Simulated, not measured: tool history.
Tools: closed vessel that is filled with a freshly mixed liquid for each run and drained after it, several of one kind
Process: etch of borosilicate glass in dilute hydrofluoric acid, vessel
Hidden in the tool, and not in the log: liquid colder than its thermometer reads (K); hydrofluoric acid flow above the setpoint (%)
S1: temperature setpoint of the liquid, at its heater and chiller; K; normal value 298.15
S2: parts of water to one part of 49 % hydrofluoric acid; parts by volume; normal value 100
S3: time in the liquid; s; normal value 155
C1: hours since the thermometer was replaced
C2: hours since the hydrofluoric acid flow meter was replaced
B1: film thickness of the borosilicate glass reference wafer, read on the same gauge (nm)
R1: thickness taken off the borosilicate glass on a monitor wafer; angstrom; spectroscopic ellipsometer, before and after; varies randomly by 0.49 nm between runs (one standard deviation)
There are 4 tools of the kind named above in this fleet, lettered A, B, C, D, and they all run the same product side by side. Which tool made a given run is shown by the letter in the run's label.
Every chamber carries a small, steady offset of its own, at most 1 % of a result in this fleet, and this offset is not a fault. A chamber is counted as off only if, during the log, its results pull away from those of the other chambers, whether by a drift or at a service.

| run | hour | S1 | S2 | S3 | C1 | C2 | B1 | R1 |
|---|---|---|---|---|---|---|---|---|
| 1B | 12.3 | 298.15 | 100 | 155 | 125.1 | 327.3 | 119.97 | 511.65 |
| 2A | 23.1 | 298.15 | 100 | 155 | 91.6 | 740.3 | 120.00 | 503.84 |
| 3D | 29.7 | 298.15 | 100 | 155 | 1947.5 | 1359.6 | 119.97 | 519.69 |
| 4C | 41.2 | 298.15 | 100 | 155 | 614.3 | 571.5 | 120.01 | 513.72 |
| 5C | 55.6 | 298.15 | 100 | 155 | 628.7 | 585.9 | 120.00 | 510.27 |
| 6D | 68.3 | 298.15 | 100 | 155 | 1986.1 | 1398.2 | 120.01 | 521.83 |
| 7A | 75.8 | 298.15 | 100 | 155 | 144.3 | 793.0 | 119.97 | 501.21 |
| 8B | 87.4 | 298.15 | 100 | 155 | 200.2 | 402.4 | 120.00 | 506.48 |
| 9C | 94.8 | 298.15 | 100 | 155 | 667.9 | 625.1 | 120.00 | 515.29 |
| 10D | 108.0 | 298.15 | 100 | 155 | 2025.8 | 1437.9 | 119.99 | 512.79 |
| 11A | 117.1 | 298.15 | 70 | 200 | 185.6 | 834.3 | 119.99 | 972.09 |
| 12B | 129.1 | 298.15 | 70 | 200 | 241.9 | 444.1 | 119.99 | 991.58 |
| 13A | 142.9 | 298.15 | 70 | 200 | 211.4 | 860.1 | 120.02 | 987.47 |
| 14B | 157.2 | 298.15 | 70 | 200 | 270.0 | 472.2 | 119.99 | 984.51 |
| 15D | 168.0 | 298.15 | 100 | 85 | 2085.8 | 1497.9 | 120.02 | 285.11 |
| 16C | 177.9 | 298.15 | 100 | 85 | 751.0 | 708.2 | 120.02 | 277.36 |
| 17B | 184.2 | 298.15 | 100 | 85 | 297.0 | 499.2 | 120.01 | 277.82 |
| 18D | 193.2 | 298.15 | 100 | 85 | 2111.0 | 1523.1 | 120.03 | 291.90 |
| 19C | 200.6 | 298.15 | 100 | 155 | 773.7 | 730.9 | 119.98 | 507.86 |
| 20A | 214.9 | 298.15 | 100 | 155 | 283.4 | 932.1 | 120.00 | 501.86 |
| 21D | 227.3 | 298.15 | 100 | 155 | 2145.1 | 1557.2 | 119.96 | 536.36 |
| 22C | 239.9 | 298.15 | 100 | 155 | 813.0 | 770.2 | 119.99 | 508.69 |
| 23B | 253.4 | 298.15 | 100 | 155 | 366.2 | 568.4 | 120.00 | 518.41 |
| 24A | 262.2 | 298.15 | 100 | 155 | 330.7 | 979.4 | 119.98 | 502.78 |
| 25B | 269.5 | 298.15 | 100 | 155 | 382.3 | 584.5 | 120.02 | 507.11 |
| 26D | 281.6 | 298.15 | 100 | 155 | 2199.4 | 1611.5 | 120.01 | 546.17 |
| 27A | 291.6 | 298.15 | 100 | 155 | 360.1 | 1008.8 | 120.03 | 507.76 |
| 28C | 301.9 | 298.15 | 100 | 155 | 875.0 | 832.2 | 119.98 | 511.48 |
| 29D | 315.6 | 298.15 | 100 | 155 | 2233.4 | 1645.5 | 120.04 | 532.52 |
| 30C | 326.5 | 298.15 | 100 | 155 | 899.6 | 856.8 | 119.98 | 506.77 |
| 31B | 333.8 | 293.65 | 145 | 155 | 446.6 | 648.8 | 120.01 | 284.06 |
| 32A | 347.8 | 293.65 | 145 | 155 | 416.3 | 1065.0 | 120.00 | 273.63 |
| 33D | 357.8 | 293.65 | 145 | 155 | 2275.6 | 1687.7 | 119.97 | 307.45 |
| 34A | 370.4 | 293.65 | 145 | 155 | 438.9 | 1087.6 | 119.99 | 273.52 |
| 35B | 383.9 | 298.15 | 100 | 155 | 496.7 | 698.9 | 120.03 | 514.88 |
| 36C | 390.9 | 298.15 | 100 | 155 | 964.0 | 921.2 | 120.02 | 510.63 |
| 37A | 399.5 | 298.15 | 100 | 155 | 468.0 | 1116.7 | 120.00 | 509.37 |
| 38C | 413.6 | 301.15 | 135 | 155 | 986.7 | 943.9 | 120.01 | 404.80 |
| 39B | 420.8 | 301.15 | 135 | 155 | 533.6 | 735.8 | 119.99 | 407.42 |
| 40D | 434.1 | 301.15 | 135 | 155 | 2351.9 | 1764.0 | 119.99 | 461.18 |
| 41C | 445.5 | 301.15 | 135 | 155 | 1018.6 | 975.8 | 120.00 | 406.26 |
| 42D | 456.1 | 298.15 | 100 | 155 | 2373.9 | 1786.0 | 120.01 | 574.64 |
| 43A | 469.0 | 301.65 | 100 | 155 | 537.5 | 1186.2 | 119.96 | 578.97 |

Is one chamber out of step, is the gauge drifting, or do the chambers differ by no more than their own small offsets? For an off chamber, give its letter and the likeliest cause.

Little by little, chamber D moves away from the other chambers.
Likeliest cause: hydrofluoric acid flow above the setpoint (%) = 10.4.
The log might look much the same if the cause were instead: liquid hotter than its thermometer reads (K).

Chamber D could run next with any of the 4 candidate recipes listed below; each alters the usual settings, and their results appear as question marks. Which one brings its results back in line with what the other chambers deliver on the usual settings?
To be in line, a result may differ from the other chambers' mean on the usual settings by at most: R1 17.00 angstrom
| 44D-1 | 479.6 | 298.15 | 90 | 155 |  |  |  | ? |
| 44D-2 | 479.6 | 293.65 | 100 | 155 |  |  |  | ? |
| 44D-3 | 479.6 | 298.15 | 105 | 145 |  |  |  | ? |
| 44D-4 | 479.6 | 298.65 | 100 | 185 |  |  |  | ? |

The mean the other chambers reach with the usual settings: R1 510.27 angstrom
| run | R1 |
|---|---|
| 44D-1 | 645.96 |
| 44D-2 | 478.15 |
| 44D-3 | 509.50 |
| 44D-4 | 700.22 |
44D-3 is the one that brings the chamber's results back in line with the other chambers.
